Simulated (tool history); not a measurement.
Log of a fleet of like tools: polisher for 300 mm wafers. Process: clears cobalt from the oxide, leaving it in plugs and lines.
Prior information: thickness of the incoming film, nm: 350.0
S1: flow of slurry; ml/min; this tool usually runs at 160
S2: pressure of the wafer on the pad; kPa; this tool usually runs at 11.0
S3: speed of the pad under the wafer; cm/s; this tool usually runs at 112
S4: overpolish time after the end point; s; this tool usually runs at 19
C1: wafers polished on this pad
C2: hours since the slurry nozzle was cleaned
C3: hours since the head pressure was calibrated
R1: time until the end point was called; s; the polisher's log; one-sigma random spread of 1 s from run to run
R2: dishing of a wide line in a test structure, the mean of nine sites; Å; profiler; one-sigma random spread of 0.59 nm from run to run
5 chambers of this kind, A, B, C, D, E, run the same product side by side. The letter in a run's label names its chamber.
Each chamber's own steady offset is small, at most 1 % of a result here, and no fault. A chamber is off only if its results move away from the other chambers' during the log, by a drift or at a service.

run	hour	S1	S2	S3	S4	C1	C2	C3	R1	R2
# hour 10.8: chamber C: worn pad replaced by a new one
1E	14.8	160	11.0	112	19	192	863.2	211.5	87.762	396.69
# hour 20.4: chamber A: head pressure recalibrated
2D	29.9	160	11.0	112	19	807	342.9	189.5	89.707	402.38
# hour 37.1: chamber E: slurry nozzle cleaned
# hour 41.9: chamber A: worn pad replaced by a new one
3A	45.7	160	11.0	112	19	32	64.2	25.4	87.925	402.82
4C	58.3	160	11.0	112	19	398	268.4	116.7	88.401	391.65
5B	70.4	160	11.0	112	19	764	205.9	708.9	87.788	394.42
# hour 81.3: chamber B: worn pad replaced by a new one
6C	82.1	160	11.0	112	19	598	292.2	140.5	88.478	387.66
# hour 87.9: chamber E: worn pad replaced by a new one
7E	96.1	160	11.0	112	19	69	59.1	292.8	88.148	394.53
# hour 105.1: chamber C: worn pad replaced by a new one
8A	106.5	160	11.0	112	19	542	125.0	86.2	87.045	406.78
# hour 107.5: chamber D: worn pad replaced by a new one
9B	121.1	160	11.0	112	19	334	256.6	759.6	88.202	388.76
10D	130.9	160	11.0	112	19	196	443.9	290.5	89.665	386.27
11D	142.0	160	11.0	112	19	290	455.0	301.6	89.504	386.71
12E	153.1	160	11.0	112	19	547	116.1	349.8	89.806	397.31
13A	162.0	160	11.0	112	19	1007	180.5	141.7	90.414	388.29
# hour 165.0: chamber B: worn pad replaced by a new one
# hour 169.6: chamber B: slurry nozzle cleaned
# hour 177.0: chamber E: worn pad replaced by a new one
14B	178.6	160	11.0	112	19	114	9.1	817.1	85.737	394.79
15C	190.5	160	11.0	112	27	716	400.6	248.9	90.797	453.48
# hour 200.8: chamber A: worn pad replaced by a new one
16E	201.4	160	11.0	112	27	205	164.4	398.1	90.155	460.17
17D	214.6	160	11.0	112	27	898	527.6	374.2	89.380	439.57
# hour 229.5: chamber C: worn pad replaced by a new one
18C	230.4	160	11.0	112	27	7	440.5	288.8	88.416	428.40
19A	243.3	160	11.0	112	27	356	261.8	223.0	87.622	458.47
20B	258.0	160	11.0	112	19	779	88.5	896.5	87.797	390.89
# hour 258.7: chamber B: worn pad replaced by a new one
21D	274.5	160	11.0	112	19	1400	587.5	434.1	87.814	382.31
# hour 274.9: chamber E: worn pad replaced by a new one
# hour 283.0: chamber D: worn pad replaced by a new one
22A	290.0	160	11.0	112	19	748	308.5	269.7	86.998	397.21
23E	299.9	160	15.2	112	19	210	262.9	496.6	67.028	437.05
24C	309.9	160	15.2	112	19	674	520.0	368.3	64.615	425.71
25B	320.3	160	15.2	112	19	516	150.8	958.8	63.082	448.25
26A	334.7	160	15.2	112	19	1123	353.2	314.4	63.871	434.10
# hour 337.0: chamber A: slurry nozzle cleaned
# hour 340.7: chamber C: worn pad replaced by a new one
# hour 341.5: chamber B: worn pad replaced by a new one
27C	350.3	160	15.2	112	19	80	560.4	408.7	65.905	439.92
# hour 352.0: chamber E: worn pad replaced by a new one
# hour 354.8: chamber D: head pressure recalibrated
# hour 358.9: chamber A: worn pad replaced by a new one
28D	365.9	160	11.0	112	19	695	678.9	11.1	89.867	387.76
29B	377.8	160	11.0	112	19	304	208.3	1016.3	88.465	396.94
# hour 380.0: chamber A: head pressure recalibrated
30E	389.0	160	11.0	112	19	310	352.0	585.7	98.079	379.17
31B	399.3	160	11.0	112	19	484	229.8	1037.8	88.883	390.73
32D	408.5	110	11.0	82	19	1052	721.5	53.7	129.870	327.32
33E	421.5	110	11.0	82	19	583	384.5	618.2	144.950	300.54
34A	430.6	110	11.0	82	19	601	93.7	50.7	127.460	317.25
35C	440.9	110	11.0	82	19	840	651.0	499.3	130.670	314.20
36D	448.6	110	11.0	82	19	1388	761.6	93.8	129.780	317.42

One chamber off, gauge drift, or nothing amiss beyond the chambers' own small offsets? If it is a chamber, which one, and what is the likeliest cause?

One chamber, E, drifts off from the rest bit by bit.
Most likely cause: head's pressure below its setpoint, % = 11.2.
The log may not tell that from: slurry flow missing at the pad, %.

Chamber E could run next with any of the 4 candidate recipes listed below; each alters the usual settings, and their results appear as question marks. Which one brings its results back in line with what the other chambers deliver on the usual settings?
Allowed miss from the other chambers' usual-settings mean, per result, to count as in line: R1 3.600 s; R2 21.00 Å
37E-1	460.5	160	10.3	106	19				?	?
37E-2	460.5	165	12.4	124	18				?	?
37E-3	460.5	160	9.7	100	20				?	?
37E-4	460.5	160	11.7	118	19				?	?

On the usual settings, the other chambers give on average: R1 88.514 s; R2 392.56 Å
run	R1	R2
37E-1	114.150	349.45
37E-2	80.765	401.08
37E-3	129.760	335.35
37E-4	90.354	391.41
Change 37E-4 lands the chamber within the allowed miss of the other chambers.
